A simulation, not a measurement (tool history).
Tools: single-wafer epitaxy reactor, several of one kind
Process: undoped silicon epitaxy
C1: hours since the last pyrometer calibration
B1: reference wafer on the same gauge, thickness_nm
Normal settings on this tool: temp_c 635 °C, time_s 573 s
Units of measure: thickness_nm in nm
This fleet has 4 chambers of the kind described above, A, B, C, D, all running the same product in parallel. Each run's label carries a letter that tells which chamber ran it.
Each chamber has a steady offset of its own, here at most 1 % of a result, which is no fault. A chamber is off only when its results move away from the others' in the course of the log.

Run 1A, hour 13.4: usual settings; C1 2052.7; B1 76.079. Result: thickness_nm 68.720 nm.
Run 2D, hour 24.4: usual settings; C1 117.4; B1 76.116. Result: thickness_nm 69.000 nm.
Run 3C, hour 33.3: usual settings; C1 345.0; B1 76.091. Result: thickness_nm 69.520 nm.
Run 4B, hour 48.8: usual settings; C1 1237.8; B1 76.056. Result: thickness_nm 68.489 nm.
Run 5A, hour 62.9: usual settings but temp_c 641 °C, time_s 510 s; C1 2102.2; B1 76.057. Result: thickness_nm 70.139 nm.
Run 6B, hour 71.3: usual settings but temp_c 641 °C, time_s 510 s; C1 1260.3; B1 76.055. Result: thickness_nm 69.154 nm.
Run 7D, hour 83.2: usual settings but temp_c 641 °C, time_s 510 s; C1 176.2; B1 76.101. Result: thickness_nm 70.615 nm.
Run 8C, hour 90.7: usual settings but temp_c 641 °C, time_s 510 s; C1 402.4; B1 76.130. Result: thickness_nm 70.253 nm.
Run 9A, hour 98.1: usual settings; C1 2137.4; B1 76.122. Result: thickness_nm 68.519 nm.
Run 10B, hour 109.3: usual settings but time_s 623 s; C1 1298.3; B1 76.114. Result: thickness_nm 74.557 nm.
Run 11D, hour 124.8: usual settings but time_s 623 s; C1 217.8; B1 76.117. Result: thickness_nm 75.163 nm.
Run 12C, hour 136.3: usual settings but time_s 623 s; C1 448.0; B1 76.037. Result: thickness_nm 75.158 nm.
Run 13D, hour 150.0: usual settings but time_s 623 s; C1 243.0; B1 76.158. Result: thickness_nm 75.445 nm.
Run 14C, hour 162.5: usual settings but temp_c 630 °C; C1 474.2; B1 76.180. Result: thickness_nm 62.034 nm.
Run 15B, hour 170.9: usual settings but temp_c 630 °C; C1 1359.9; B1 76.136. Result: thickness_nm 61.384 nm.
Run 16A, hour 184.7: usual settings but temp_c 630 °C; C1 2224.0; B1 76.056. Result: thickness_nm 60.445 nm.
Run 17D, hour 197.6: usual settings but temp_c 630 °C; C1 290.6; B1 76.152. Result: thickness_nm 61.777 nm.
Run 18B, hour 208.4: usual settings; C1 1397.4; B1 76.187. Result: thickness_nm 68.856 nm.
Run 19A, hour 221.2: usual settings but time_s 478 s; C1 2260.5; B1 76.099. Result: thickness_nm 56.026 nm.
Run 20C, hour 232.1: usual settings but time_s 478 s; C1 543.8; B1 76.157. Result: thickness_nm 57.881 nm.
Run 21B, hour 243.7: usual settings but time_s 478 s; C1 1432.7; B1 76.132. Result: thickness_nm 57.249 nm.
Run 22D, hour 253.2: usual settings but time_s 478 s; C1 346.2; B1 76.091. Result: thickness_nm 57.778 nm.
Run 23A, hour 261.1: usual settings but temp_c 643 °C; C1 2300.4; B1 76.151. Result: thickness_nm 79.467 nm.
Run 24C, hour 269.4: usual settings but temp_c 643 °C; C1 581.1; B1 76.027. Result: thickness_nm 82.484 nm.
Run 25C, hour 285.5: usual settings but temp_c 643 °C; C1 597.2; B1 76.027. Result: thickness_nm 82.791 nm.
Run 26B, hour 292.9: usual settings but temp_c 643 °C; C1 1481.9; B1 76.069. Result: thickness_nm 81.809 nm.
Run 27A, hour 306.1: usual settings; C1 2345.4; B1 76.166. Result: thickness_nm 66.609 nm.
Run 28D, hour 316.5: usual settings; C1 409.5; B1 76.101. Result: thickness_nm 69.311 nm.
Run 29B, hour 330.2: usual settings; C1 1519.2; B1 76.118. Result: thickness_nm 68.992 nm.
Run 30A, hour 341.5: usual settings; C1 2380.8; B1 76.121. Result: thickness_nm 66.164 nm.
Run 31D, hour 355.7: usual settings; C1 448.7; B1 76.162. Result: thickness_nm 68.699 nm.
Run 32C, hour 370.9: usual settings; C1 682.6; B1 76.129. Result: thickness_nm 69.086 nm.
Run 33B, hour 384.0: usual settings; C1 1573.0; B1 76.020. Result: thickness_nm 68.621 nm.
Run 34A, hour 394.3: usual settings; C1 2433.6; B1 76.127. Result: thickness_nm 65.807 nm.
Run 35C, hour 403.7: usual settings; C1 715.4; B1 76.108. Result: thickness_nm 68.889 nm.
Run 36D, hour 411.6: usual settings; C1 504.6; B1 76.185. Result: thickness_nm 69.572 nm.
Run 37D, hour 419.4: usual settings but temp_c 641 °C, time_s 470 s; C1 512.4; B1 76.113. Result: thickness_nm 64.884 nm.
Run 38B, hour 428.6: usual settings but temp_c 641 °C, time_s 470 s; C1 1617.6; B1 76.161. Result: thickness_nm 64.452 nm.
Run 39A, hour 435.6: usual settings but temp_c 641 °C, time_s 470 s; C1 2474.9; B1 76.140. Result: thickness_nm 62.089 nm.
At hour 436.1: chamber B: pyrometer calibrated.
Run 40C, hour 446.7: usual settings but temp_c 641 °C, time_s 470 s; C1 758.4; B1 76.096. Result: thickness_nm 64.803 nm.
Run 41B, hour 457.7: usual settings; C1 21.6; B1 76.099. Result: thickness_nm 68.746 nm.
Run 42A, hour 473.8: usual settings but temp_c 649 °C, time_s 484 s; C1 2513.1; B1 76.120. Result: thickness_nm 74.383 nm.
Run 43C, hour 487.5: usual settings but temp_c 649 °C, time_s 484 s; C1 799.2; B1 76.102. Result: thickness_nm 80.045 nm.
Run 44D, hour 502.2: usual settings but temp_c 649 °C, time_s 484 s; C1 595.2; B1 76.168. Result: thickness_nm 79.527 nm.

Has any chamber moved away from the others, gradually or after a service, or does the common gauge drift, or do the chambers differ only by their own small steady offsets? State the chamber and the most likely cause if one applies.

Chamber A drifts away from the others.
Cause: wafer temperature below the value expected at the setpoint (K) = 2.26.

Which of the 4 candidates below, each the usual settings with something changed and its results left as question marks, puts chamber A back in line with what the other chambers give on the usual settings?
Counts as in line when no further than this from what the other chambers average on the usual settings: thickness_nm 1.100 nm
Run 45A-1, hour 513.8: usual settings but time_s 540 s. Result: thickness_nm ?.
Run 45A-2, hour 513.8: usual settings but temp_c 634 °C, time_s 569 s. Result: thickness_nm ?.
Run 45A-3, hour 513.8: usual settings but temp_c 637 °C, time_s 582 s. Result: thickness_nm ?.
Run 45A-4, hour 513.8: usual settings but temp_c 636 °C, time_s 577 s. Result: thickness_nm ?.

Average result of the remaining chambers running the usual settings: thickness_nm 69.148 nm
  run  thickness_nm
45A-1        61.578
45A-2        63.453
45A-3        69.385
45A-4        67.278
It is 45A-3 that realigns the chamber with its peers.
